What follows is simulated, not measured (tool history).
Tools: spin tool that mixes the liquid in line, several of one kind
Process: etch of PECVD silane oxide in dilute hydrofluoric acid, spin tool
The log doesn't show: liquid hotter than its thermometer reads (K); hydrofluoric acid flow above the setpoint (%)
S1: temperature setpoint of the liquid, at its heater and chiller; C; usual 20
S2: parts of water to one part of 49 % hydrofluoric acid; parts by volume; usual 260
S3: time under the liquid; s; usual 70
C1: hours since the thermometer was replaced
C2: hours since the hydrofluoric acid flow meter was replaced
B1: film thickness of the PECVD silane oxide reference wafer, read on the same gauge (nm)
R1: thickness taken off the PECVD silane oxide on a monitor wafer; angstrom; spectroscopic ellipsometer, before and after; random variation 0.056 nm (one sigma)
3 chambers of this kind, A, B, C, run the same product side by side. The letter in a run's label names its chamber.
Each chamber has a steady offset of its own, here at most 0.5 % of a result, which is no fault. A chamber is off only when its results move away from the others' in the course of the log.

run,hour,S1,S2,S3,C1,C2,B1,R1
1C,13.2,20,260,70,395.7,887.3,40.001,64.246
2A,25.2,20,260,70,797.0,814.8,39.992,63.333
3B,38.2,20,260,70,746.6,1760.7,40.006,62.227
4A,46.5,20,260,70,818.3,836.1,40.001,64.705
5B,54.2,20,260,70,762.6,1776.7,39.997,64.852
6C,62.4,20,260,70,444.9,936.5,40.013,63.795
7C,72.0,20,260,70,454.5,946.1,39.987,64.404
8A,82.4,20,260,70,854.2,872.0,40.000,63.875
9B,93.0,20,260,70,801.4,1815.5,40.013,64.007
10C,107.3,20,325,90,489.8,981.4,40.025,61.635
11A,120.5,20,325,90,892.3,910.1,40.008,62.383
12B,131.5,20,325,90,839.9,1854.0,40.011,62.061
13B,143.4,20,260,70,851.8,1865.9,40.005,63.652
14A,157.2,20,330,80,929.0,946.8,40.005,54.091
15C,170.0,20,330,80,552.5,1044.1,39.998,53.607
16A,184.0,20,330,80,955.8,973.6,39.994,53.983
17C,192.7,20,260,70,575.2,1066.8,40.002,64.466
18B,204.5,20,260,70,912.9,1927.0,40.027,63.233
19C,215.8,20,260,70,598.3,1089.9,40.003,64.657
20B,225.8,20,260,70,934.2,1948.3,39.991,64.151
21A,235.1,20,260,70,1006.9,1024.7,40.001,63.861
22B,244.6,20,260,70,953.0,1967.1,40.013,63.989
23A,252.5,20,260,70,1024.3,1042.1,40.013,63.943

Next, every chamber runs the same settings. What will each give?
24A,262.9,20,260,70,,,,?
24B,262.9,20,260,70,,,,?
24C,262.9,20,260,70,,,,?

run,R1
24A,64.770
24B,64.175
24C,62.912
